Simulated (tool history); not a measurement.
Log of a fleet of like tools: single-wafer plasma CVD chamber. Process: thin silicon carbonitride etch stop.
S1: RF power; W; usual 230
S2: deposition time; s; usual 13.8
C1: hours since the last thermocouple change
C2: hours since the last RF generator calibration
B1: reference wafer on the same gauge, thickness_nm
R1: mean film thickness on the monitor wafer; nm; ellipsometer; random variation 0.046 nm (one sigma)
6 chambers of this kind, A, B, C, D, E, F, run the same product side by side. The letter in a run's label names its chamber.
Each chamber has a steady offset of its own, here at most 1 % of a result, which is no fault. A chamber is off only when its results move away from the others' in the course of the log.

run,day,S1,S2,C1,C2,B1,R1
1A,0.404,230,13.8,820.5,1140.4,8.2712,8.2621
2C,0.712,230,13.8,20.1,605.0,8.2678,8.2003
3F,1.196,230,13.8,2089.7,1190.2,8.2688,8.2622
4E,1.538,230,13.8,518.4,792.4,8.2592,8.2299
5D,1.971,230,13.8,924.2,1820.9,8.2729,8.2213
6B,2.204,230,11.4,1002.9,2539.7,8.2777,6.8406
7B,2.467,230,11.4,1009.2,2546.0,8.2866,6.8917
# day 2.858: chamber B: RF generator calibrated
8F,2.929,230,11.4,2131.3,1231.8,8.2751,6.8953
9C,3.338,230,11.4,83.1,668.0,8.2640,6.8546
10E,3.862,230,11.4,574.2,848.2,8.2707,6.8113
11A,4.096,230,11.4,909.1,1229.0,8.2744,6.8012
12D,4.596,230,13.8,987.2,1883.9,8.2658,8.1878
13D,5.000,230,13.8,996.9,1893.6,8.2640,8.1987
14E,5.367,230,13.8,610.3,884.3,8.2789,8.2270
# day 5.642: chamber E: RF generator calibrated
15A,5.758,260,15.3,949.0,1268.9,8.2704,9.4531
16C,6.200,260,15.3,151.8,736.7,8.2620,9.4111
17B,6.667,260,15.3,1110.0,91.5,8.2797,9.4118
18F,7.117,260,15.3,2231.8,1332.3,8.2636,9.4404
19B,7.367,260,15.3,1126.8,108.3,8.2748,9.5411
20F,7.796,260,15.3,2248.1,1348.6,8.2681,9.5377
21D,8.050,265,13.0,1070.1,1966.8,8.2705,8.0781
22A,8.429,265,13.0,1013.1,1333.0,8.2683,8.0963
23E,8.867,265,13.0,694.3,77.5,8.2688,8.0460
24C,9.371,265,13.0,227.9,812.8,8.2517,7.9465
25F,9.750,265,13.0,2295.0,1395.5,8.2707,8.0539
26D,9.988,265,13.0,1116.6,2013.3,8.2580,8.1145
27E,10.504,230,13.8,733.6,116.8,8.2740,8.1981
28C,10.912,230,13.8,264.9,849.8,8.2736,8.1499
29A,11.271,230,13.8,1081.3,1401.2,8.2746,8.2433
30B,11.738,230,13.8,1231.7,213.2,8.2816,8.2577
31C,12.217,205,15.7,296.2,881.1,8.2687,9.0008
32F,12.608,205,15.7,2363.6,1464.1,8.2746,8.9395
33B,13.054,205,15.7,1263.3,244.8,8.2663,9.1246
34D,13.538,205,15.7,1201.8,2098.5,8.2718,8.9451
35E,13.904,205,15.7,815.2,198.4,8.2709,8.9575
36A,14.204,205,15.7,1151.7,1471.6,8.2578,9.1123
37B,14.600,230,13.8,1300.4,281.9,8.2653,8.2787
38E,14.933,265,12.2,839.9,223.1,8.2656,7.6339
39C,15.458,265,12.2,374.0,958.9,8.2647,7.5685

All 6 chambers run these settings next. Forecast each chamber's results:
40A,15.838,250,13.8,,,,?
40B,15.838,250,13.8,,,,?
40C,15.838,250,13.8,,,,?
40D,15.838,250,13.8,,,,?
40E,15.838,250,13.8,,,,?
40F,15.838,250,13.8,,,,?

run,R1
40A,8.4312
40B,8.5083
40C,8.4116
40D,8.4616
40E,8.3761
40F,8.4971

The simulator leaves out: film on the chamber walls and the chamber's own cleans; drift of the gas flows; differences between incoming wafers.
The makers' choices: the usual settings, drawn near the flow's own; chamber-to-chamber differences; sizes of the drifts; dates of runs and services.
